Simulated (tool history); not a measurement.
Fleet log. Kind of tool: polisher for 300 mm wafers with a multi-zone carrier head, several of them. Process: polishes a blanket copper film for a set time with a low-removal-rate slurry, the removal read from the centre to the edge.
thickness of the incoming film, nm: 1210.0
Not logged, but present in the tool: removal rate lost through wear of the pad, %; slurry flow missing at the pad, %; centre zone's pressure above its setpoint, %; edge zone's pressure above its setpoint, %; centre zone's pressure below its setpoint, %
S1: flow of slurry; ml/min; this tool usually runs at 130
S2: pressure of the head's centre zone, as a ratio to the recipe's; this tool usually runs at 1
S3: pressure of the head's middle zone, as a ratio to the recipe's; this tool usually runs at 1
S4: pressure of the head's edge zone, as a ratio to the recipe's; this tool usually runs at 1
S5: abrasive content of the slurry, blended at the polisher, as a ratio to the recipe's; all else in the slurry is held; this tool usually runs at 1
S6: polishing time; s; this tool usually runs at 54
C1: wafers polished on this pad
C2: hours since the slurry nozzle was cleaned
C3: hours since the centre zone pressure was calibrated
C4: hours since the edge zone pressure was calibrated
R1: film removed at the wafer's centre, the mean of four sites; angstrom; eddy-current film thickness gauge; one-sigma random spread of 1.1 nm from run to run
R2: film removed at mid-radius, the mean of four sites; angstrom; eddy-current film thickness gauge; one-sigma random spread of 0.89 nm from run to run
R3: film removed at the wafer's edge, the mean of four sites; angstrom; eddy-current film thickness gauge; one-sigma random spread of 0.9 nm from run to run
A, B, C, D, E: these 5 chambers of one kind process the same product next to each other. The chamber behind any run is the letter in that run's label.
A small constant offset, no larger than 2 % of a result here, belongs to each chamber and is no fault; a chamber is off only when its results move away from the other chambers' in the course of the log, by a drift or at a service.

At hour 4.5: chamber B: worn pad replaced by a new one.
Run 1A, hour 4.9: usual settings; C1 53; C2 199.2; C3 339; C4 57.6. Result: R1 1104.1 angstrom, R2 1101.4 angstrom, R3 1110.3 angstrom.
Run 2B, hour 10.1: usual settings; C1 61; C2 414.4; C3 173.8; C4 1446.6. Result: R1 1121.4 angstrom, R2 1090.3 angstrom, R3 1104.9 angstrom.
Run 3E, hour 13.9: usual settings; C1 354; C2 58.3; C3 300.1; C4 611.1. Result: R1 1096.5 angstrom, R2 1129.4 angstrom, R3 1116.1 angstrom.
At hour 14.5: chamber C: slurry nozzle cleaned.
Run 4D, hour 17.6: usual settings; C1 552; C2 657.2; C3 1181; C4 487. Result: R1 1132.7 angstrom, R2 1127.8 angstrom, R3 1106.6 angstrom.
Run 5C, hour 23.8: usual settings; C1 818; C2 9.4; C3 640.6; C4 347.3. Result: R1 1116.3 angstrom, R2 1114.2 angstrom, R3 1132.3 angstrom.
At hour 27.8: chamber E: centre zone pressure recalibrated.
Run 6B, hour 28.8: usual settings; C1 263; C2 433.1; C3 192.5; C4 1465.3. Result: R1 1114.3 angstrom, R2 1111.7 angstrom, R3 1098.8 angstrom.
Run 7E, hour 33.5: usual settings; C1 566; C2 77.9; C3 5.8; C4 630.7. Result: R1 1136.1 angstrom, R2 1109.8 angstrom, R3 1115.2 angstrom.
Run 8A, hour 40: usual settings; C1 433; C2 234.3; C3 374.1; C4 92.7. Result: R1 1102.1 angstrom, R2 1111 angstrom, R3 1122.5 angstrom.
Run 9D, hour 43.5: usual settings but S1 145 ml/min; C1 832; C2 683.1; C3 1206.9; C4 512.9. Result: R1 1153.5 angstrom, R2 1146.4 angstrom, R3 1133.2 angstrom.
At hour 44.1: chamber C: worn pad replaced by a new one.
At hour 46.2: chamber A: worn pad replaced by a new one.
At hour 48.7: chamber A: slurry nozzle cleaned.
Run 10C, hour 49.3: usual settings but S1 145 ml/min; C1 56; C2 34.9; C3 666.1; C4 372.8. Result: R1 1129.9 angstrom, R2 1140.1 angstrom, R3 1127 angstrom.
Run 11D, hour 54.9: usual settings but S1 145 ml/min; C1 955; C2 694.5; C3 1218.3; C4 524.3. Result: R1 1145.3 angstrom, R2 1144.3 angstrom, R3 1129.7 angstrom.
At hour 59: chamber B: edge zone pressure recalibrated.
Run 12E, hour 59.3: usual settings but S1 145 ml/min; C1 845; C2 103.7; C3 31.6; C4 656.5. Result: R1 1145.7 angstrom, R2 1135.8 angstrom, R3 1119.7 angstrom.
At hour 62.8: chamber D: centre zone pressure recalibrated.
Run 13B, hour 63.4: usual settings but S1 145 ml/min; C1 636; C2 467.7; C3 227.1; C4 4.5. Result: R1 1137 angstrom, R2 1134.2 angstrom, R3 1139.3 angstrom.
Run 14A, hour 67.4: usual settings; C1 229; C2 18.7; C3 401.5; C4 120.1. Result: R1 1119.9 angstrom, R2 1095.7 angstrom, R3 1112.3 angstrom.
Run 15C, hour 74.7: usual settings; C1 331; C2 60.3; C3 691.5; C4 398.2. Result: R1 1096.9 angstrom, R2 1113.8 angstrom, R3 1108.5 angstrom.
At hour 76.7: chamber D: worn pad replaced by a new one.
Run 16A, hour 78.8: usual settings; C1 353; C2 30.1; C3 412.9; C4 131.5. Result: R1 1125.8 angstrom, R2 1096.6 angstrom, R3 1126.3 angstrom.
Run 17D, hour 85.4: usual settings; C1 94; C2 725; C3 22.6; C4 554.8. Result: R1 1100.9 angstrom, R2 1113.8 angstrom, R3 1110.2 angstrom.
At hour 87: chamber B: worn pad replaced by a new one.
Run 18E, hour 92.7: usual settings but S5 0.8; C1 1205; C2 137.1; C3 65; C4 689.9. Result: R1 1041.4 angstrom, R2 1044.6 angstrom, R3 1044.5 angstrom.
At hour 97.9: chamber A: worn pad replaced by a new one.
Run 19C, hour 98.8: usual settings but S5 0.8; C1 591; C2 84.4; C3 715.6; C4 422.3. Result: R1 1057.9 angstrom, R2 1061.2 angstrom, R3 1056.8 angstrom.
At hour 101.2: chamber A: centre zone pressure recalibrated.
Run 20B, hour 102.3: usual settings but S5 0.8; C1 165; C2 506.6; C3 266; C4 43.4. Result: R1 1060 angstrom, R2 1049 angstrom, R3 1057.4 angstrom.
At hour 105: chamber B: slurry nozzle cleaned.
Run 21E, hour 109.9: usual settings but S5 0.8; C1 1391; C2 154.3; C3 82.2; C4 707.1. Result: R1 1032.8 angstrom, R2 1043.1 angstrom, R3 1036 angstrom.
Run 22C, hour 115: usual settings but S5 0.8; C1 766; C2 100.6; C3 731.8; C4 438.5. Result: R1 1069.6 angstrom, R2 1067.7 angstrom, R3 1066.5 angstrom.
Run 23D, hour 121.4: usual settings; C1 483; C2 761; C3 58.6; C4 590.8. Result: R1 1115.2 angstrom, R2 1117.9 angstrom, R3 1106.3 angstrom.
Run 24A, hour 125.3: usual settings; C1 296; C2 76.6; C3 24.1; C4 178. Result: R1 1107.3 angstrom, R2 1102.9 angstrom, R3 1126.5 angstrom.
At hour 125.8: chamber C: worn pad replaced by a new one.
Run 25B, hour 128.9: usual settings; C1 452; C2 23.9; C3 292.6; C4 70. Result: R1 1131.1 angstrom, R2 1118.9 angstrom, R3 1107.9 angstrom.
Run 26C, hour 135.5: usual settings; C1 105; C2 121.1; C3 752.3; C4 459. Result: R1 1126.9 angstrom, R2 1108 angstrom, R3 1112 angstrom.
Run 27D, hour 141.2: usual settings; C1 697; C2 780.8; C3 78.4; C4 610.6. Result: R1 1123.8 angstrom, R2 1113.2 angstrom, R3 1118.8 angstrom.
At hour 142.6: chamber A: worn pad replaced by a new one.
Run 28A, hour 145: usual settings; C1 25; C2 96.3; C3 43.8; C4 197.7. Result: R1 1098.3 angstrom, R2 1116.1 angstrom, R3 1117.7 angstrom.
Run 29B, hour 151.9: usual settings but S2 1.06; C1 701; C2 46.9; C3 315.6; C4 93. Result: R1 1161.7 angstrom, R2 1100.6 angstrom, R3 1134 angstrom.
Run 30E, hour 157.8: usual settings but S2 1.06; C1 1909; C2 202.2; C3 130.1; C4 755. Result: R1 1104.8 angstrom, R2 1057.2 angstrom, R3 1032.5 angstrom.
Run 31E, hour 162.7: usual settings but S2 1.06; C1 1962; C2 207.1; C3 135; C4 759.9. Result: R1 1119.5 angstrom, R2 1059.4 angstrom, R3 1045.9 angstrom.
Run 32B, hour 167.5: usual settings but S2 1.06; C1 869; C2 62.5; C3 331.2; C4 108.6. Result: R1 1178.7 angstrom, R2 1109.8 angstrom, R3 1101.3 angstrom.
Run 33A, hour 175.2: usual settings but S2 1.06; C1 352; C2 126.5; C3 74; C4 227.9. Result: R1 1178.2 angstrom, R2 1108.1 angstrom, R3 1110.7 angstrom.
Run 34C, hour 181.9: usual settings; C1 606; C2 167.5; C3 798.7; C4 505.4. Result: R1 1120.4 angstrom, R2 1106.1 angstrom, R3 1125.2 angstrom.

Decide between three cases: one chamber stands off from its peers, the gauge reading all wafers drifts, or nothing is wrong past each chamber's small offset. Where a chamber is off, say which and what most likely put it there.

Little by little, chamber E moves away from the other chambers.
Cause: removal rate lost through wear of the pad, % = 7.5.
The log may not separate it from: slurry flow missing at the pad, %.

Here are 4 candidates for chamber E's next run, each the usual settings with a change, their results left as question marks. Which one brings its results back in line with what the others give on the usual settings?
In-line tolerance around the mean of the other chambers on the usual settings: R1 38 angstrom; R2 31 angstrom; R3 31 angstrom
Run 35E-1, hour 187.4: usual settings but S1 125 ml/min, S2 0.99, S3 1.01, S6 48 s. Result: R1 ?, R2 ?, R3 ?.
Run 35E-2, hour 187.4: usual settings but S1 135 ml/min, S2 1.01, S3 0.99, S6 60 s. Result: R1 ?, R2 ?, R3 ?.
Run 35E-3, hour 187.4: usual settings but S2 1.01, S6 58 s. Result: R1 ?, R2 ?, R3 ?.
Run 35E-4, hour 187.4: usual settings but S2 0.99, S6 50 s. Result: R1 ?, R2 ?, R3 ?.

The mean the other chambers reach with the usual settings: R1 1118.7 angstrom; R2 1113.9 angstrom; R3 1112.6 angstrom
  run      R1      R2      R3
35E-1  904.34  927.12  915.22
35E-2    1177  1156.7  1157.9
35E-3  1127.6  1119.5  1112.8
35E-4  951.24  965.24   959.3
35E-3 puts the chamber back in line with the other chambers.

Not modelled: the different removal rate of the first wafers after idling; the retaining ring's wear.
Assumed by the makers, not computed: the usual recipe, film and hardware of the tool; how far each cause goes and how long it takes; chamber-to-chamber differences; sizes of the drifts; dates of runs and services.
